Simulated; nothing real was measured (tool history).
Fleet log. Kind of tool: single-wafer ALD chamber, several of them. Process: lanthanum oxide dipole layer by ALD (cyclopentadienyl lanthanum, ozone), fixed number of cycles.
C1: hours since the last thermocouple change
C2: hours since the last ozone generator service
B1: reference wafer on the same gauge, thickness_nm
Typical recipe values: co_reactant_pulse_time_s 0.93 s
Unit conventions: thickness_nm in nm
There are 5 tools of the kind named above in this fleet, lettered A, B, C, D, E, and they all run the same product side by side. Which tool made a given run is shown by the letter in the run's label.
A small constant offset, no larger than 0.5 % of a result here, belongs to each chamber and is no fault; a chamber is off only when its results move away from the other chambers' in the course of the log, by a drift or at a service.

Run 1D, hour 2.5: usual settings; C1 622.4; C2 449.2; B1 0.43283. Result: thickness_nm 0.48934 nm.
Run 2C, hour 6.3: usual settings; C1 1069.4; C2 218.7; B1 0.43319. Result: thickness_nm 0.49119 nm.
Run 3A, hour 9.2: usual settings; C1 1409.2; C2 284.7; B1 0.43302. Result: thickness_nm 0.48165 nm.
Run 4E, hour 12.9: usual settings; C1 557.0; C2 528.7; B1 0.43285. Result: thickness_nm 0.48760 nm.
Run 5B, hour 17.1: usual settings but co_reactant_pulse_time_s 1.08 s; C1 2215.7; C2 977.3; B1 0.43349. Result: thickness_nm 0.50999 nm.
Run 6C, hour 19.2: usual settings but co_reactant_pulse_time_s 1.08 s; C1 1082.3; C2 231.6; B1 0.43303. Result: thickness_nm 0.50926 nm.
Run 7E, hour 21.6: usual settings but co_reactant_pulse_time_s 1.08 s; C1 565.7; C2 537.4; B1 0.43324. Result: thickness_nm 0.50913 nm.
Run 8A, hour 26.2: usual settings but co_reactant_pulse_time_s 1.08 s; C1 1426.2; C2 301.7; B1 0.43305. Result: thickness_nm 0.51084 nm.
Run 9B, hour 29.7: usual settings but co_reactant_pulse_time_s 1.08 s; C1 2228.3; C2 989.9; B1 0.43317. Result: thickness_nm 0.51385 nm.
Run 10D, hour 32.3: usual settings; C1 652.2; C2 479.0; B1 0.43226. Result: thickness_nm 0.48508 nm.
Run 11B, hour 35.3: usual settings; C1 2233.9; C2 995.5; B1 0.43278. Result: thickness_nm 0.48929 nm.
Run 12C, hour 39.2: usual settings; C1 1102.3; C2 251.6; B1 0.43297. Result: thickness_nm 0.48783 nm.
Run 13E, hour 42.6: usual settings but co_reactant_pulse_time_s 0.65 s; C1 586.7; C2 558.4; B1 0.43310. Result: thickness_nm 0.42155 nm.
Run 14D, hour 46.8: usual settings but co_reactant_pulse_time_s 0.65 s; C1 666.7; C2 493.5; B1 0.43272. Result: thickness_nm 0.41957 nm.
Run 15A, hour 51.0: usual settings but co_reactant_pulse_time_s 0.65 s; C1 1451.0; C2 326.5; B1 0.43272. Result: thickness_nm 0.41609 nm.
Run 16E, hour 54.8: usual settings but co_reactant_pulse_time_s 0.65 s; C1 598.9; C2 570.6; B1 0.43321. Result: thickness_nm 0.42247 nm.
Run 17D, hour 59.0: usual settings but co_reactant_pulse_time_s 0.65 s; C1 678.9; C2 505.7; B1 0.43309. Result: thickness_nm 0.42066 nm.
Run 18B, hour 62.4: usual settings; C1 2261.0; C2 1022.6; B1 0.43304. Result: thickness_nm 0.48783 nm.
Run 19A, hour 66.8: usual settings; C1 1466.8; C2 342.3; B1 0.43274. Result: thickness_nm 0.47409 nm.
At hour 66.9: chamber D: ozone generator serviced.
Run 20C, hour 70.1: usual settings; C1 1133.2; C2 282.5; B1 0.43314. Result: thickness_nm 0.48809 nm.
Run 21E, hour 73.5: usual settings; C1 617.6; C2 589.3; B1 0.43327. Result: thickness_nm 0.49222 nm.
Run 22A, hour 77.9: usual settings; C1 1477.9; C2 353.4; B1 0.43300. Result: thickness_nm 0.47284 nm.
At hour 81.2: chamber B: ozone generator serviced.
Run 23C, hour 81.5: usual settings; C1 1144.6; C2 293.9; B1 0.43301. Result: thickness_nm 0.48890 nm.
Run 24B, hour 84.3: usual settings; C1 2282.9; C2 3.1; B1 0.43374. Result: thickness_nm 0.48554 nm.
Run 25D, hour 87.2: usual settings but co_reactant_pulse_time_s 0.76 s; C1 707.1; C2 20.3; B1 0.43317. Result: thickness_nm 0.44816 nm.
Run 26B, hour 89.3: usual settings but co_reactant_pulse_time_s 0.76 s; C1 2287.9; C2 8.1; B1 0.43327. Result: thickness_nm 0.45524 nm.
Run 27D, hour 92.1: usual settings but co_reactant_pulse_time_s 0.76 s; C1 712.0; C2 25.2; B1 0.43250. Result: thickness_nm 0.45300 nm.
Run 28A, hour 94.8: usual settings but co_reactant_pulse_time_s 0.76 s; C1 1494.8; C2 370.3; B1 0.43314. Result: thickness_nm 0.42579 nm.
Run 29C, hour 98.7: usual settings but co_reactant_pulse_time_s 0.76 s; C1 1161.8; C2 311.1; B1 0.43301. Result: thickness_nm 0.45408 nm.
Run 30E, hour 101.7: usual settings; C1 645.8; C2 617.5; B1 0.43295. Result: thickness_nm 0.48697 nm.
Run 31D, hour 104.7: usual settings; C1 724.6; C2 37.8; B1 0.43215. Result: thickness_nm 0.49087 nm.

Decide between three cases: one chamber stands off from its peers, the gauge reading all wafers drifts, or nothing is wrong past each chamber's small offset. Where a chamber is off, say which and what most likely put it there.

It is chamber A that slowly wanders off from its peers.
Most likely cause: ozone dose below that of a generator just serviced (%) = 15.8.

Chamber A could run next with any of the 4 candidate recipes listed below; each alters the usual settings, and their results appear as question marks. Which one brings its results back in line with what the other chambers deliver on the usual settings?
A result is in line if it is within this distance of the other chambers' mean on the usual settings: thickness_nm 0.00980 nm
Run 32A-1, hour 108.0: usual settings but co_reactant_pulse_time_s 1.38 s. Result: thickness_nm ?.
Run 32A-2, hour 108.0: usual settings but co_reactant_pulse_time_s 0.69 s. Result: thickness_nm ?.
Run 32A-3, hour 108.0: usual settings but co_reactant_pulse_time_s 0.81 s. Result: thickness_nm ?.
Run 32A-4, hour 108.0: usual settings but co_reactant_pulse_time_s 1.10 s. Result: thickness_nm ?.

The mean the other chambers reach with the usual settings: thickness_nm 0.48759 nm
  run  thickness_nm
32A-1       0.52010
32A-2       0.39681
32A-3       0.42958
32A-4       0.48621
32A-4 puts the chamber back in line with the other chambers.
